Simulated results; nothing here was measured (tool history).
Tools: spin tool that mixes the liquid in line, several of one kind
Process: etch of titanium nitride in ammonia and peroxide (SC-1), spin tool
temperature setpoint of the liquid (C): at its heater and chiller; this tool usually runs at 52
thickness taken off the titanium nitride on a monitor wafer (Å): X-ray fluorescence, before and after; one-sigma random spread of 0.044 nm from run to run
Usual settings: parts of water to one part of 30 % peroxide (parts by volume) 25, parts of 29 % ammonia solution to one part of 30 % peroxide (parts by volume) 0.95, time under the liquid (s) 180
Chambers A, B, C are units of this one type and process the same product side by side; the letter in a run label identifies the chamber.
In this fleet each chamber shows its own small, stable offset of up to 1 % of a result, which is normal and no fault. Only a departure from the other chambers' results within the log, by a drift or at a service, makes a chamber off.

run	hour	temperature setpoint of the liquid (C)	parts of water to one part of 30 % peroxide (parts by volume)	parts of 29 % ammonia solution to one part of 30 % peroxide (parts by volume)	time under the liquid (s)	hours since the thermometer was replaced	hours since the ammonia flow meter was replaced	hours since the heated supply line was repaired	hours since the drum of ammonia solution was connected	read-back film thickness of the titanium nitride reference wafer, read on the same gauge (nm)	thickness taken off the titanium nitride on a monitor wafer (Å)
1C	4.9	52	25	0.95	180	1448	729.8	1282.3	242.3	60.027	74.163
2A	10.8	52	25	0.95	180	1870.8	1699.6	204.4	486.4	60.01	75.485
3B	14.9	52	25	0.95	180	321	647.3	2074.1	249.4	60.006	75.171
4A	20.1	52	25	0.95	180	1880.1	1708.9	213.7	495.7	59.991	75.348
5B	23.5	52	25	0.95	180	329.6	655.9	2082.7	258	60.002	75.061
6C	29.3	55.5	34.5	0.95	180	1472.4	754.2	1306.7	266.7	60.02	79.196
7B	34.2	55.5	34.5	0.95	180	340.3	666.6	2093.4	268.7	59.997	78.692
8A	39.3	55.5	34.5	0.95	180	1899.3	1728.1	232.9	514.9	60.02	79.951
9C	45.3	52	25	0.95	180	1488.4	770.2	1322.7	282.7	59.982	74.347
10B	49	52	25	0.95	180	355.1	681.4	2108.2	283.5	60.004	73.185
# hour 49.4: chamber A: ammonia flow meter replaced
11C	53.9	52	25	0.95	180	1497	778.8	1331.3	291.3	59.992	74.518
12A	57.4	52	25	0.95	180	1917.4	8.1	251	533	60	75.467
# hour 59.5: chamber A: thermometer replaced
13B	61.4	52	25	0.95	180	367.5	693.8	2120.6	295.9	60.027	73.107
14C	65.9	46	36	0.95	180	1509	790.8	1343.3	303.3	60	39.773
15A	68.7	46	36	0.95	180	9.2	19.4	262.3	544.3	59.972	40.422
16A	72.4	46	36	0.95	180	12.9	23.1	266	548	59.964	39.858
17C	75.5	52	25	0.95	180	1518.6	800.4	1352.9	312.9	60.026	74.378
18B	80.3	52	25	0.95	180	386.4	712.7	2139.5	314.8	60.003	72.338
19A	83.3	52	25	0.95	180	23.8	34	276.9	558.9	60.003	74.366
20B	86.1	52	25	0.95	180	392.2	718.5	2145.3	320.6	59.967	71.209
21C	89.5	60.5	25	0.95	180	1532.6	814.4	1366.9	326.9	60.033	131.13
22A	92.7	60.5	25	0.95	180	33.2	43.4	286.3	568.3	60.035	133.39
23B	96.8	60.5	25	0.95	180	402.9	729.2	2156	331.3	60.02	124.99
24C	101	52	25	0.95	180	1544.1	825.9	1378.4	338.4	59.987	74.167
25C	105.4	52	25	0.95	180	1548.5	830.3	1382.8	342.8	59.987	73.867
26B	110	52	16	1.2	180	416.1	742.4	2169.2	344.5	60.008	92.697
27A	113	52	16	1.2	180	53.5	63.7	306.6	588.6	59.991	101.82

For the next run the whole fleet of 3 chambers uses the same settings. Give each chamber's results:
28A	117.4	52	37	0.95	180						?
28B	117.4	52	37	0.95	180						?
28C	117.4	52	37	0.95	180						?

run	thickness taken off the titanium nitride on a monitor wafer (Å)
28A	60.575
28B	56.26
28C	59.678

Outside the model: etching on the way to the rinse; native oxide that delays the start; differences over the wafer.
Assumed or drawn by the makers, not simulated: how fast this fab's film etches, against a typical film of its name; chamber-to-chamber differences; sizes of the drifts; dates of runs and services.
